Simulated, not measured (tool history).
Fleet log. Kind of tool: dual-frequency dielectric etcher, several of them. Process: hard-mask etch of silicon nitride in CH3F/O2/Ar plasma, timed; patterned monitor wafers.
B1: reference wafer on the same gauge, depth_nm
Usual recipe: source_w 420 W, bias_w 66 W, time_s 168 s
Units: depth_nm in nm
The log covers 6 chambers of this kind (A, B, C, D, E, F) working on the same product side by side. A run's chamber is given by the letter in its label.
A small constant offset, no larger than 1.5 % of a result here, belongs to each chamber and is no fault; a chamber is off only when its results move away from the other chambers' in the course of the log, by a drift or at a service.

{"run": "1A", "hour": 6.2, "source_w": 420, "bias_w": 66, "time_s": 168, "B1": 113.99, "depth_nm": 117.81}
{"run": "2B", "hour": 10.6, "source_w": 420, "bias_w": 66, "time_s": 168, "B1": 114.07, "depth_nm": 115.6}
{"run": "3F", "hour": 16.1, "source_w": 420, "bias_w": 66, "time_s": 168, "B1": 114.06, "depth_nm": 117.02}
{"hour": 18.0, "done": "chamber E: wet clean of the chamber"}
{"run": "4E", "hour": 22.8, "source_w": 420, "bias_w": 66, "time_s": 168, "B1": 114.04, "depth_nm": 117.03}
{"run": "5D", "hour": 27.9, "source_w": 420, "bias_w": 66, "time_s": 168, "B1": 114.14, "depth_nm": 118.06}
{"run": "6C", "hour": 36.6, "source_w": 420, "bias_w": 66, "time_s": 168, "B1": 114.16, "depth_nm": 116.65}
{"run": "7B", "hour": 44.7, "source_w": 420, "bias_w": 66, "time_s": 168, "B1": 114.12, "depth_nm": 115.47}
{"run": "8E", "hour": 49.8, "source_w": 420, "bias_w": 66, "time_s": 168, "B1": 114.17, "depth_nm": 117.4}
{"run": "9C", "hour": 57.7, "source_w": 420, "bias_w": 66, "time_s": 168, "B1": 114.17, "depth_nm": 116.58}
{"run": "10F", "hour": 64.8, "source_w": 420, "bias_w": 66, "time_s": 168, "B1": 114.22, "depth_nm": 117.05}
{"run": "11D", "hour": 72.0, "source_w": 420, "bias_w": 66, "time_s": 168, "B1": 114.19, "depth_nm": 117.96}
{"run": "12A", "hour": 76.3, "source_w": 420, "bias_w": 72, "time_s": 191.5, "B1": 114.2, "depth_nm": 138.28}
{"run": "13C", "hour": 82.3, "source_w": 420, "bias_w": 72, "time_s": 191.5, "B1": 114.24, "depth_nm": 137.2}
{"run": "14A", "hour": 90.3, "source_w": 420, "bias_w": 72, "time_s": 191.5, "B1": 114.24, "depth_nm": 138.24}
{"run": "15B", "hour": 98.8, "source_w": 420, "bias_w": 72, "time_s": 191.5, "B1": 114.27, "depth_nm": 135.9}
{"hour": 101.0, "done": "chamber F: source power generator calibrated"}
{"run": "16D", "hour": 107.8, "source_w": 420, "bias_w": 72, "time_s": 191.5, "B1": 114.32, "depth_nm": 138.84}
{"run": "17F", "hour": 112.5, "source_w": 420, "bias_w": 72, "time_s": 191.5, "B1": 114.33, "depth_nm": 137.58}
{"run": "18E", "hour": 116.5, "source_w": 420, "bias_w": 66, "time_s": 168, "B1": 114.38, "depth_nm": 117.28}
{"run": "19A", "hour": 123.9, "source_w": 420, "bias_w": 66, "time_s": 168, "B1": 114.39, "depth_nm": 118.28}
{"run": "20C", "hour": 129.0, "source_w": 360, "bias_w": 66, "time_s": 168, "B1": 114.37, "depth_nm": 110.38}
{"run": "21F", "hour": 135.4, "source_w": 360, "bias_w": 66, "time_s": 168, "B1": 114.39, "depth_nm": 110.37}
{"run": "22B", "hour": 141.0, "source_w": 360, "bias_w": 66, "time_s": 168, "B1": 114.4, "depth_nm": 109.4}
{"run": "23D", "hour": 148.6, "source_w": 360, "bias_w": 66, "time_s": 168, "B1": 114.47, "depth_nm": 111.7}
{"run": "24E", "hour": 153.3, "source_w": 360, "bias_w": 66, "time_s": 168, "B1": 114.47, "depth_nm": 110.63}
{"run": "25F", "hour": 161.2, "source_w": 360, "bias_w": 66, "time_s": 168, "B1": 114.5, "depth_nm": 110.09}
{"run": "26D", "hour": 168.6, "source_w": 510, "bias_w": 66, "time_s": 194, "B1": 114.53, "depth_nm": 146.99}
{"run": "27C", "hour": 176.5, "source_w": 510, "bias_w": 66, "time_s": 194, "B1": 114.53, "depth_nm": 145.65}
{"run": "28A", "hour": 182.4, "source_w": 510, "bias_w": 66, "time_s": 194, "B1": 114.57, "depth_nm": 147.05}
{"hour": 184.1, "done": "chamber C: bias power generator calibrated"}
{"hour": 184.6, "done": "chamber F: wet clean of the chamber"}
{"run": "29E", "hour": 186.3, "source_w": 510, "bias_w": 66, "time_s": 194, "B1": 114.5, "depth_nm": 146.39}
{"run": "30B", "hour": 194.2, "source_w": 510, "bias_w": 66, "time_s": 194, "B1": 114.58, "depth_nm": 144.21}
{"run": "31E", "hour": 201.2, "source_w": 510, "bias_w": 66, "time_s": 194, "B1": 114.58, "depth_nm": 146.52}
{"hour": 202.5, "done": "chamber A: source power generator calibrated"}
{"hour": 207.7, "done": "chamber A: wet clean of the chamber"}
{"run": "32A", "hour": 208.1, "source_w": 420, "bias_w": 73, "time_s": 168, "B1": 114.64, "depth_nm": 123.02}
{"run": "33C", "hour": 216.3, "source_w": 420, "bias_w": 73, "time_s": 168, "B1": 114.7, "depth_nm": 121.29}
{"run": "34D", "hour": 221.9, "source_w": 420, "bias_w": 73, "time_s": 168, "B1": 114.64, "depth_nm": 122.86}
{"run": "35B", "hour": 228.8, "source_w": 420, "bias_w": 73, "time_s": 168, "B1": 114.69, "depth_nm": 120.28}
{"run": "36F", "hour": 236.9, "source_w": 420, "bias_w": 73, "time_s": 168, "B1": 114.71, "depth_nm": 121.74}

All chambers now run identical settings, listed one chamber a line with results as question marks. What results will each chamber show?
{"run": "37A", "hour": 243.5, "source_w": 420, "bias_w": 66, "time_s": 168, "depth_nm": "?"}
{"run": "37B", "hour": 243.5, "source_w": 420, "bias_w": 66, "time_s": 168, "depth_nm": "?"}
{"run": "37C", "hour": 243.5, "source_w": 420, "bias_w": 66, "time_s": 168, "depth_nm": "?"}
{"run": "37D", "hour": 243.5, "source_w": 420, "bias_w": 66, "time_s": 168, "depth_nm": "?"}
{"run": "37E", "hour": 243.5, "source_w": 420, "bias_w": 66, "time_s": 168, "depth_nm": "?"}
{"run": "37F", "hour": 243.5, "source_w": 420, "bias_w": 66, "time_s": 168, "depth_nm": "?"}

run=37A depth_nm=118.01
run=37B depth_nm=116.01
run=37C depth_nm=117.25
run=37D depth_nm=119.09
run=37E depth_nm=117.54
run=37F depth_nm=117.55
